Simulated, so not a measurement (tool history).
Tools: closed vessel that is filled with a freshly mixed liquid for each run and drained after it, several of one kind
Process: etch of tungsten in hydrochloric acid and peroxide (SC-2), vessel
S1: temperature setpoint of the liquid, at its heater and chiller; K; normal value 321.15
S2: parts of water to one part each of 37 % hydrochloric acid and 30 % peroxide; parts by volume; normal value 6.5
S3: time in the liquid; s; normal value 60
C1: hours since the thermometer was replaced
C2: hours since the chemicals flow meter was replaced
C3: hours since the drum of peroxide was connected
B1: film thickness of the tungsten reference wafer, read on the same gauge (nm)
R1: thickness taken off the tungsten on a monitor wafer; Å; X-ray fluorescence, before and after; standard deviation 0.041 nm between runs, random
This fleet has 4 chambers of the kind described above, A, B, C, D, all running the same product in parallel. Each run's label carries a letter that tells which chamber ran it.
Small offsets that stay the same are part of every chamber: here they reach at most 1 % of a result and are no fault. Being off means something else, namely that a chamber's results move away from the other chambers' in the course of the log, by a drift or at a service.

| run | hour | S1 | S2 | S3 | C1 | C2 | C3 | B1 | R1 |
|---|---|---|---|---|---|---|---|---|---|
| 1D | 12.7 | 321.15 | 6.5 | 60 | 1540.8 | 115.0 | 599.3 | 39.998 | 84.376 |
| 2B | 26.8 | 321.15 | 6.5 | 60 | 44.5 | 1223.5 | 612.0 | 40.012 | 84.209 |
| 3A | 36.4 | 321.15 | 6.5 | 60 | 1003.8 | 806.0 | 1132.8 | 40.000 | 83.802 |
| 4C | 43.1 | 321.15 | 6.5 | 60 | 81.4 | 111.0 | 141.7 | 40.019 | 83.724 |
| 5B | 56.5 | 321.15 | 6.5 | 60 | 74.2 | 1253.2 | 641.7 | 39.976 | 83.823 |
| 6C | 66.1 | 321.15 | 6.5 | 60 | 104.4 | 134.0 | 164.7 | 39.977 | 83.801 |
| 7D | 75.3 | 321.15 | 6.5 | 60 | 1603.4 | 177.6 | 661.9 | 39.987 | 83.003 |
| 8A | 83.7 | 321.15 | 6.5 | 60 | 1051.1 | 853.3 | 1180.1 | 40.008 | 82.071 |
| 9A | 97.5 | 321.15 | 6.5 | 60 | 1064.9 | 867.1 | 1193.9 | 39.975 | 83.877 |
| 10C | 110.3 | 321.15 | 6.5 | 60 | 148.6 | 178.2 | 208.9 | 39.996 | 84.013 |
| 11B | 118.7 | 321.15 | 6.5 | 60 | 136.4 | 1315.4 | 703.9 | 39.998 | 84.014 |
| 12D | 126.1 | 321.15 | 6.5 | 60 | 1654.2 | 228.4 | 712.7 | 39.997 | 82.233 |
| 13A | 135.2 | 321.15 | 6.5 | 60 | 1102.6 | 904.8 | 1231.6 | 39.988 | 83.329 |
| 14B | 147.5 | 321.15 | 4.0 | 80 | 165.2 | 1344.2 | 732.7 | 40.032 | 160.290 |
| 15C | 158.2 | 321.15 | 4.0 | 80 | 196.5 | 226.1 | 256.8 | 39.975 | 156.540 |
|  | 160.2 | chamber B: new drum of peroxide connected |
| 16D | 170.5 | 321.15 | 4.0 | 80 | 1698.6 | 272.8 | 757.1 | 40.031 | 151.960 |
| 17C | 184.0 | 321.15 | 4.0 | 80 | 222.3 | 251.9 | 282.6 | 39.978 | 156.550 |
| 18A | 190.8 | 321.15 | 6.5 | 60 | 1158.2 | 960.4 | 1287.2 | 40.024 | 83.284 |
| 19D | 200.7 | 321.15 | 6.5 | 60 | 1728.8 | 303.0 | 787.3 | 39.990 | 81.143 |
| 20B | 213.3 | 321.15 | 6.5 | 60 | 231.0 | 1410.0 | 53.1 | 39.982 | 83.875 |
| 21A | 221.0 | 321.15 | 4.0 | 60 | 1188.4 | 990.6 | 1317.4 | 40.005 | 117.630 |
| 22B | 228.9 | 321.15 | 4.0 | 60 | 246.6 | 1425.6 | 68.7 | 40.001 | 120.530 |
| 23D | 238.2 | 321.15 | 4.0 | 60 | 1766.3 | 340.5 | 824.8 | 39.970 | 112.540 |
| 24C | 245.5 | 321.15 | 4.0 | 60 | 283.8 | 313.4 | 344.1 | 39.996 | 118.020 |
| 25B | 253.4 | 321.15 | 6.5 | 60 | 271.1 | 1450.1 | 93.2 | 40.023 | 83.868 |
|  | 264.9 | chamber A: new drum of peroxide connected |
| 26D | 265.7 | 321.15 | 6.5 | 60 | 1793.8 | 368.0 | 852.3 | 40.017 | 80.750 |
| 27C | 272.4 | 321.15 | 6.5 | 60 | 310.7 | 340.3 | 371.0 | 39.973 | 83.341 |
| 28A | 279.3 | 321.15 | 6.5 | 60 | 1246.7 | 1048.9 | 14.5 | 40.020 | 83.109 |
| 29B | 290.2 | 321.15 | 9.0 | 60 | 307.9 | 1486.9 | 130.0 | 39.974 | 64.853 |
| 30C | 298.5 | 321.15 | 9.0 | 60 | 336.8 | 366.4 | 397.1 | 40.028 | 64.644 |
| 31D | 307.0 | 321.15 | 9.0 | 60 | 1835.1 | 409.3 | 893.6 | 39.982 | 61.572 |
| 32A | 317.8 | 321.15 | 9.0 | 60 | 1285.2 | 1087.4 | 53.0 | 40.000 | 63.602 |
| 33C | 329.4 | 321.15 | 6.5 | 60 | 367.7 | 397.3 | 428.0 | 39.991 | 83.823 |
| 34A | 337.2 | 321.15 | 6.5 | 60 | 1304.6 | 1106.8 | 72.4 | 39.993 | 82.805 |
| 35B | 347.9 | 321.15 | 6.5 | 60 | 365.6 | 1544.6 | 187.7 | 40.013 | 84.224 |
| 36D | 357.5 | 321.15 | 6.5 | 45 | 1885.6 | 459.8 | 944.1 | 39.999 | 59.346 |
| 37A | 370.6 | 321.15 | 6.5 | 45 | 1338.0 | 1140.2 | 105.8 | 40.015 | 62.334 |

Read the log: is a single chamber off, either drifting away or since a service, is the gauge that measures every chamber drifting, or is nothing wrong beyond small per-chamber offsets? Name any odd chamber and what most likely caused it.

It is chamber D that slowly wanders off from its peers.
Likeliest cause: liquid colder than its thermometer reads (K) = 0.966.
With only this log, it may be confused with: chemicals flow below the setpoint (%); peroxide weaker than its label (%).

Here are 4 candidates for chamber D's next run, each the usual settings with a change, their results left as question marks. Which one brings its results back in line with what the others give on the usual settings?
In line means no further than this from the other chambers' mean on the usual settings: R1 1.400 Å
| 38D-1 | 380.9 | 322.15 | 6.5 | 60 |  |  |  |  | ? |
| 38D-2 | 380.9 | 320.15 | 6.5 | 60 |  |  |  |  | ? |
| 38D-3 | 380.9 | 319.65 | 6.5 | 60 |  |  |  |  | ? |
| 38D-4 | 380.9 | 322.65 | 6.5 | 60 |  |  |  |  | ? |

Mean of the other chambers on the usual settings: R1 83.503 Å
| run | R1 |
|---|---|
| 38D-1 | 83.716 |
| 38D-2 | 73.083 |
| 38D-3 | 70.624 |
| 38D-4 | 86.585 |
With 38D-1, the chamber falls back in line with the rest.
